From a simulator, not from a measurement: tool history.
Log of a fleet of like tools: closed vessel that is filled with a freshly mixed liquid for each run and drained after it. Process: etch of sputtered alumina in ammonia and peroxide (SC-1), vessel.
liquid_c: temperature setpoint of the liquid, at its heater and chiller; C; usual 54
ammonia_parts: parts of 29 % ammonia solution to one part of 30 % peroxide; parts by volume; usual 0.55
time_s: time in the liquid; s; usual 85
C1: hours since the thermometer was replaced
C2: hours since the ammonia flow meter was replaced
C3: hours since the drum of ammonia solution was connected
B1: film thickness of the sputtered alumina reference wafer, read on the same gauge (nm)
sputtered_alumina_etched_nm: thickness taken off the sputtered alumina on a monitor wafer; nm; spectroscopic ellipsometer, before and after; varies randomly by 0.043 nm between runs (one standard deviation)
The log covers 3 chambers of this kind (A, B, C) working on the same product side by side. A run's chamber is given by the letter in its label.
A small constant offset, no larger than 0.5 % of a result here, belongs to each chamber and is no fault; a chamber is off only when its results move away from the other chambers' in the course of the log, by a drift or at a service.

{"run": "1A", "hour": 6.4, "liquid_c": 54, "ammonia_parts": 0.55, "time_s": 85, "C1": 2118.8, "C2": 892.3, "C3": 958.5, "B1": 79.999, "sputtered_alumina_etched_nm": 6.6449}
{"run": "2B", "hour": 17.7, "liquid_c": 54, "ammonia_parts": 0.55, "time_s": 85, "C1": 789.5, "C2": 418.6, "C3": 240.9, "B1": 80.02, "sputtered_alumina_etched_nm": 6.7403}
{"run": "3C", "hour": 23.7, "liquid_c": 54, "ammonia_parts": 0.55, "time_s": 85, "C1": 1071.7, "C2": 167.1, "C3": 65.5, "B1": 80.004, "sputtered_alumina_etched_nm": 6.655}
{"run": "4B", "hour": 29.2, "liquid_c": 54, "ammonia_parts": 0.55, "time_s": 85, "C1": 801, "C2": 430.1, "C3": 252.4, "B1": 80.023, "sputtered_alumina_etched_nm": 6.653}
{"run": "5C", "hour": 39.0, "liquid_c": 54, "ammonia_parts": 0.55, "time_s": 85, "C1": 1087, "C2": 182.4, "C3": 80.8, "B1": 80.055, "sputtered_alumina_etched_nm": 6.6011}
{"run": "6A", "hour": 47.8, "liquid_c": 47, "ammonia_parts": 0.55, "time_s": 85, "C1": 2160.2, "C2": 933.7, "C3": 999.9, "B1": 80.017, "sputtered_alumina_etched_nm": 4.5808}
{"run": "7B", "hour": 54.1, "liquid_c": 47, "ammonia_parts": 0.55, "time_s": 85, "C1": 825.9, "C2": 455, "C3": 277.3, "B1": 79.993, "sputtered_alumina_etched_nm": 4.5443}
{"run": "8A", "hour": 65.0, "liquid_c": 47, "ammonia_parts": 0.55, "time_s": 85, "C1": 2177.4, "C2": 950.9, "C3": 1017.1, "B1": 79.976, "sputtered_alumina_etched_nm": 4.5473}
{"run": "9C", "hour": 69.8, "liquid_c": 54, "ammonia_parts": 0.55, "time_s": 85, "C1": 1117.8, "C2": 213.2, "C3": 111.6, "B1": 79.982, "sputtered_alumina_etched_nm": 6.7069}
{"run": "10A", "hour": 75.3, "liquid_c": 54, "ammonia_parts": 0.55, "time_s": 50, "C1": 2187.7, "C2": 961.2, "C3": 1027.4, "B1": 79.979, "sputtered_alumina_etched_nm": 3.9213}
{"run": "11C", "hour": 86.3, "liquid_c": 54, "ammonia_parts": 0.55, "time_s": 50, "C1": 1134.3, "C2": 229.7, "C3": 128.1, "B1": 80.013, "sputtered_alumina_etched_nm": 3.9582}
{"run": "12B", "hour": 96.6, "liquid_c": 54, "ammonia_parts": 0.55, "time_s": 50, "C1": 868.4, "C2": 497.5, "C3": 319.8, "B1": 80.004, "sputtered_alumina_etched_nm": 3.9427}
{"run": "13A", "hour": 104.6, "liquid_c": 54, "ammonia_parts": 0.55, "time_s": 85, "C1": 2217, "C2": 990.5, "C3": 1056.7, "B1": 79.997, "sputtered_alumina_etched_nm": 6.7219}
{"run": "14B", "hour": 111.3, "liquid_c": 54, "ammonia_parts": 0.55, "time_s": 120, "C1": 883.1, "C2": 512.2, "C3": 334.5, "B1": 80.001, "sputtered_alumina_etched_nm": 9.3361}
{"hour": 114.0, "done": "chamber A: new drum of ammonia solution connected"}
{"run": "15C", "hour": 117.2, "liquid_c": 54, "ammonia_parts": 0.55, "time_s": 120, "C1": 1165.2, "C2": 260.6, "C3": 159, "B1": 79.995, "sputtered_alumina_etched_nm": 9.3307}
{"run": "16B", "hour": 124.4, "liquid_c": 54, "ammonia_parts": 0.55, "time_s": 120, "C1": 896.2, "C2": 525.3, "C3": 347.6, "B1": 80.059, "sputtered_alumina_etched_nm": 9.365}
{"run": "17A", "hour": 129.3, "liquid_c": 54, "ammonia_parts": 0.55, "time_s": 85, "C1": 2241.7, "C2": 1015.2, "C3": 15.4, "B1": 79.969, "sputtered_alumina_etched_nm": 6.6416}
{"run": "18C", "hour": 136.3, "liquid_c": 54, "ammonia_parts": 0.55, "time_s": 85, "C1": 1184.3, "C2": 279.7, "C3": 178.1, "B1": 80.021, "sputtered_alumina_etched_nm": 6.6591}
{"run": "19A", "hour": 144.6, "liquid_c": 54, "ammonia_parts": 0.55, "time_s": 85, "C1": 2257, "C2": 1030.5, "C3": 30.7, "B1": 79.982, "sputtered_alumina_etched_nm": 6.6986}
{"hour": 146.1, "done": "chamber C: new drum of ammonia solution connected"}
{"run": "20B", "hour": 152.5, "liquid_c": 54, "ammonia_parts": 0.55, "time_s": 85, "C1": 924.3, "C2": 553.4, "C3": 375.7, "B1": 80.006, "sputtered_alumina_etched_nm": 6.6354}
{"run": "21C", "hour": 160.9, "liquid_c": 54, "ammonia_parts": 0.55, "time_s": 85, "C1": 1208.9, "C2": 304.3, "C3": 14.9, "B1": 80.022, "sputtered_alumina_etched_nm": 6.6913}
{"run": "22B", "hour": 169.7, "liquid_c": 54, "ammonia_parts": 0.55, "time_s": 85, "C1": 941.5, "C2": 570.6, "C3": 392.9, "B1": 80.011, "sputtered_alumina_etched_nm": 6.7714}
{"run": "23C", "hour": 176.0, "liquid_c": 49, "ammonia_parts": 0.55, "time_s": 35, "C1": 1224, "C2": 319.4, "C3": 30, "B1": 79.973, "sputtered_alumina_etched_nm": 2.0777}
{"run": "24A", "hour": 186.1, "liquid_c": 49, "ammonia_parts": 0.55, "time_s": 35, "C1": 2298.5, "C2": 1072, "C3": 72.2, "B1": 80.062, "sputtered_alumina_etched_nm": 2.0869}
{"run": "25A", "hour": 192.8, "liquid_c": 49, "ammonia_parts": 0.55, "time_s": 35, "C1": 2305.2, "C2": 1078.7, "C3": 78.9, "B1": 79.972, "sputtered_alumina_etched_nm": 2.0772}
{"run": "26C", "hour": 201.2, "liquid_c": 45, "ammonia_parts": 0.4, "time_s": 85, "C1": 1249.2, "C2": 344.6, "C3": 55.2, "B1": 80.01, "sputtered_alumina_etched_nm": 3.9303}
{"run": "27B", "hour": 207.6, "liquid_c": 45, "ammonia_parts": 0.4, "time_s": 85, "C1": 979.4, "C2": 608.5, "C3": 430.8, "B1": 79.976, "sputtered_alumina_etched_nm": 3.9184}
{"hour": 208.1, "done": "chamber C: thermometer replaced"}
{"run": "28C", "hour": 217.4, "liquid_c": 45, "ammonia_parts": 0.4, "time_s": 85, "C1": 9.3, "C2": 360.8, "C3": 71.4, "B1": 79.99, "sputtered_alumina_etched_nm": 3.9847}
{"run": "29A", "hour": 227.9, "liquid_c": 54, "ammonia_parts": 0.55, "time_s": 85, "C1": 2340.3, "C2": 1113.8, "C3": 114, "B1": 80.023, "sputtered_alumina_etched_nm": 6.7003}
{"run": "30B", "hour": 237.6, "liquid_c": 54, "ammonia_parts": 0.55, "time_s": 85, "C1": 1009.4, "C2": 638.5, "C3": 460.8, "B1": 79.983, "sputtered_alumina_etched_nm": 6.7034}
{"run": "31B", "hour": 248.1, "liquid_c": 54, "ammonia_parts": 0.55, "time_s": 85, "C1": 1019.9, "C2": 649, "C3": 471.3, "B1": 79.977, "sputtered_alumina_etched_nm": 6.6354}
{"run": "32A", "hour": 253.5, "liquid_c": 54, "ammonia_parts": 0.4, "time_s": 40, "C1": 2365.9, "C2": 1139.4, "C3": 139.6, "B1": 80.026, "sputtered_alumina_etched_nm": 3.0556}
{"run": "33C", "hour": 261.9, "liquid_c": 54, "ammonia_parts": 0.4, "time_s": 40, "C1": 53.8, "C2": 405.3, "C3": 115.9, "B1": 79.988, "sputtered_alumina_etched_nm": 3.0416}
{"run": "34C", "hour": 272.6, "liquid_c": 54, "ammonia_parts": 0.4, "time_s": 40, "C1": 64.5, "C2": 416, "C3": 126.6, "B1": 79.995, "sputtered_alumina_etched_nm": 3.1001}
{"run": "35A", "hour": 281.9, "liquid_c": 54, "ammonia_parts": 0.4, "time_s": 105, "C1": 2394.3, "C2": 1167.8, "C3": 168, "B1": 79.996, "sputtered_alumina_etched_nm": 8.0025}
{"run": "36B", "hour": 291.6, "liquid_c": 54, "ammonia_parts": 0.4, "time_s": 105, "C1": 1063.4, "C2": 692.5, "C3": 514.8, "B1": 80.003, "sputtered_alumina_etched_nm": 7.9684}
{"run": "37B", "hour": 302.8, "liquid_c": 54, "ammonia_parts": 0.4, "time_s": 105, "C1": 1074.6, "C2": 703.7, "C3": 526, "B1": 79.96, "sputtered_alumina_etched_nm": 7.9679}
{"run": "38A", "hour": 308.8, "liquid_c": 54, "ammonia_parts": 0.55, "time_s": 85, "C1": 2421.2, "C2": 1194.7, "C3": 194.9, "B1": 80.023, "sputtered_alumina_etched_nm": 6.6975}

Decide between three cases: one chamber stands off from its peers, the gauge reading all wafers drifts, or nothing is wrong past each chamber's small offset. Where a chamber is off, say which and what most likely put it there.

Beyond each chamber's small constant offset nothing stands out, and the gauge stays steady.
